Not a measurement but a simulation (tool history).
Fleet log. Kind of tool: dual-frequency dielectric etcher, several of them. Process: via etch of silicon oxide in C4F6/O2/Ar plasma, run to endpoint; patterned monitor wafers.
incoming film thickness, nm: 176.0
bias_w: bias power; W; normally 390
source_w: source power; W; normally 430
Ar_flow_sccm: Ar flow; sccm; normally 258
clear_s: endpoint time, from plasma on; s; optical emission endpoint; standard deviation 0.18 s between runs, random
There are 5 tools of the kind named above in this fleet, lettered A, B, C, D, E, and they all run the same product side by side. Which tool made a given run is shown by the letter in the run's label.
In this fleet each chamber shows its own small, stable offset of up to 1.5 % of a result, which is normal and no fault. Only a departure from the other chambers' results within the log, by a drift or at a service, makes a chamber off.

run   hour  bias_w  source_w  Ar_flow_sccm  clear_s
 1E   10.1     390       430           258   40.696
      13.7  -- chamber C: bias power generator calibrated
 2A   20.9     390       430           258   40.988
 3C   28.4     390       430           258   40.292
 4D   33.6     390       430           258   40.371
 5B   42.9     390       430           258   40.214
 6D   54.4     390       430           258   40.193
 7A   65.9     390       430           258   40.567
 8B   76.6     390       430           258   40.373
 9E   81.7     390       430           258   40.164
10C   88.8     390       430           258   40.088
11D   97.5     350       430           258   41.762
12E  109.1     350       430           258   42.121
13C  118.9     350       430           258   41.725
14B  126.7     350       430           258   41.811
15A  137.7     350       430           258   42.210
16E  147.9     390       430           258   40.309
17A  153.1     390       430           258   40.942
18B  162.7     390       390           314   42.611
     163.2  -- chamber A: wet clean of the chamber
19C  169.8     390       390           314   42.661
20D  175.2     390       390           314   43.357
21D  180.9     390       390           314   43.481
22B  186.3     390       390           314   42.906
23A  196.0     390       430           258   40.731
24E  202.9     390       430           258   40.644
     207.0  -- chamber B: bias power generator calibrated
25C  213.5     390       430           258   40.257
26B  224.7     390       430           258   40.273
27D  235.6     390       430           258   41.662
28C  241.1     390       430           258   40.349
     248.8  -- chamber A: Ar flow controller replaced
29A  251.6     390       430           258   40.721
30E  261.9     390       430           258   40.024
31D  271.6     390       430           258   41.819
32C  281.7     390       430           258   40.156
     282.5  -- chamber E: wet clean of the chamber
33E  290.6     390       430           258   40.546
     290.8  -- chamber C: wet clean of the chamber
34A  299.8     390       430           258   40.905
35B  306.2     390       430           258   40.399
36B  316.5     316       430           258   43.530
37E  327.3     316       430           258   43.304
38A  333.2     316       430           258   43.721
39D  338.9     316       430           258   45.628
40C  348.6     316       430           258   43.517
41A  359.1     390       430           258   40.564

Is one chamber off against the others, does the gauge drift, or is nothing wrong? If a chamber is off, say which, and what the likeliest cause is.

Little by little, chamber D moves away from the other chambers.
Most likely cause: etch rate under this chamber's usual, % = 5.38.

Chamber D could run next with any of the 4 candidate recipes listed below; each alters the usual settings, and their results appear as question marks. Which one brings its results back in line with what the other chambers deliver on the usual settings?
In-line tolerance around the mean of the other chambers on the usual settings: clear_s 0.610 s
42D-1  367.4     364       400           263        ?
42D-2  367.4     366       430           263        ?
42D-3  367.4     445       430           258        ?
42D-4  367.4     390       460           258        ?

The other chambers' mean on the usual settings: clear_s 40.415 s
  run  clear_s
42D-1   44.979
42D-2   43.707
42D-3   40.599
42D-4   41.572
It is 42D-3 that realigns the chamber with its peers.
